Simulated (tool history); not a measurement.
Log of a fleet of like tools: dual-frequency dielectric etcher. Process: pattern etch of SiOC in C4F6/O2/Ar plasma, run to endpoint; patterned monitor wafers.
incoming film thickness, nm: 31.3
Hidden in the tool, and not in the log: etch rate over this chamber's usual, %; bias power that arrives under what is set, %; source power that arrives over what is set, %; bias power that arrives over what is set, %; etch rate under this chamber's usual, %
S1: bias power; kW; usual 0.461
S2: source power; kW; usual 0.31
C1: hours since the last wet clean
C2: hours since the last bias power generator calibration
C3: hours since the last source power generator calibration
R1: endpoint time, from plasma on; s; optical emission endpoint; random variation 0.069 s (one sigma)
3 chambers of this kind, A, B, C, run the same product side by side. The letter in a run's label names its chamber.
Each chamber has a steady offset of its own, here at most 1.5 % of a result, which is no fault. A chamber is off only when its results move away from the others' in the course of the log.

run 1A day=0.362 | S1=0.461 S2=0.31 | C1=227.3 C2=3092.1 C3=1312.1 | R1=12.088
run 2C day=0.808 | S1=0.461 S2=0.31 | C1=388.4 C2=1347.3 C3=1501 | R1=11.693
run 3B day=1.312 | S1=0.461 S2=0.31 | C1=264 C2=1249.9 C3=3400.3 | R1=11.981
-- day=1.358 chamber C: wet clean of the chamber
run 4A day=1.838 | S1=0.461 S2=0.31 | C1=262.7 C2=3127.5 C3=1347.5 | R1=11.921
run 5C day=2.446 | S1=0.461 S2=0.31 | C1=26.1 C2=1386.6 C3=1540.3 | R1=11.756
run 6B day=3.05 | S1=0.461 S2=0.31 | C1=305.7 C2=1291.6 C3=3442 | R1=12.037
run 7A day=3.45 | S1=0.389 S2=0.23 | C1=301.4 C2=3166.2 C3=1386.2 | R1=14.265
run 8B day=3.979 | S1=0.389 S2=0.23 | C1=328 C2=1313.9 C3=3464.3 | R1=14.227
run 9C day=4.558 | S1=0.389 S2=0.23 | C1=76.8 C2=1437.3 C3=1591 | R1=13.999
run 10A day=4.912 | S1=0.461 S2=0.31 | C1=336.5 C2=3201.3 C3=1421.3 | R1=11.978
run 11C day=5.496 | S1=0.461 S2=0.31 | C1=99.3 C2=1459.8 C3=1613.5 | R1=11.794
run 12B day=5.796 | S1=0.461 S2=0.31 | C1=371.6 C2=1357.5 C3=3507.9 | R1=12.03
-- day=6.146 chamber B: wet clean of the chamber
run 13C day=6.358 | S1=0.461 S2=0.31 | C1=120 C2=1480.5 C3=1634.2 | R1=11.747
run 14B day=6.954 | S1=0.461 S2=0.31 | C1=19.5 C2=1385.3 C3=3535.7 | R1=11.967
run 15A day=7.438 | S1=0.461 S2=0.31 | C1=397.1 C2=3261.9 C3=1481.9 | R1=11.98
run 16C day=8.021 | S1=0.461 S2=0.31 | C1=159.9 C2=1520.4 C3=1674.1 | R1=11.758
run 17B day=8.375 | S1=0.461 S2=0.31 | C1=53.6 C2=1419.4 C3=3569.8 | R1=11.944
run 18A day=8.904 | S1=0.461 S2=0.31 | C1=432.3 C2=3297.1 C3=1517.1 | R1=11.998
-- day=8.996 chamber A: wet clean of the chamber
run 19C day=9.271 | S1=0.461 S2=0.31 | C1=189.9 C2=1550.4 C3=1704.1 | R1=11.849
run 20B day=9.854 | S1=0.461 S2=0.31 | C1=89.1 C2=1454.9 C3=3605.3 | R1=12
run 21A day=10.342 | S1=0.461 S2=0.31 | C1=32.3 C2=3331.6 C3=1551.6 | R1=12.006
run 22C day=11.025 | S1=0.461 S2=0.31 | C1=232 C2=1592.5 C3=1746.2 | R1=11.814
run 23B day=11.662 | S1=0.461 S2=0.31 | C1=132.5 C2=1498.3 C3=3648.7 | R1=12.018
run 24A day=12.192 | S1=0.461 S2=0.31 | C1=76.7 C2=3376 C3=1596 | R1=12.097
run 25C day=12.617 | S1=0.461 S2=0.31 | C1=270.2 C2=1630.7 C3=1784.4 | R1=11.717
run 26B day=13.096 | S1=0.352 S2=0.34 | C1=166.9 C2=1532.7 C3=3683.1 | R1=12.863
run 27A day=13.729 | S1=0.352 S2=0.34 | C1=113.6 C2=3412.9 C3=1632.9 | R1=12.821
run 28C day=14.417 | S1=0.352 S2=0.34 | C1=313.4 C2=1673.9 C3=1827.6 | R1=12.6
run 29A day=14.867 | S1=0.461 S2=0.34 | C1=140.9 C2=3440.2 C3=1660.2 | R1=11.648
run 30B day=15.342 | S1=0.461 S2=0.34 | C1=220.8 C2=1586.6 C3=3737 | R1=11.644

Next, every chamber runs the same settings. What will each give?
run 31A day=15.838 | S1=0.461 S2=0.31 | R1=?
run 31B day=15.838 | S1=0.461 S2=0.31 | R1=?
run 31C day=15.838 | S1=0.461 S2=0.31 | R1=?

run=31A R1=11.861
run=31B R1=12.007
run=31C R1=11.851

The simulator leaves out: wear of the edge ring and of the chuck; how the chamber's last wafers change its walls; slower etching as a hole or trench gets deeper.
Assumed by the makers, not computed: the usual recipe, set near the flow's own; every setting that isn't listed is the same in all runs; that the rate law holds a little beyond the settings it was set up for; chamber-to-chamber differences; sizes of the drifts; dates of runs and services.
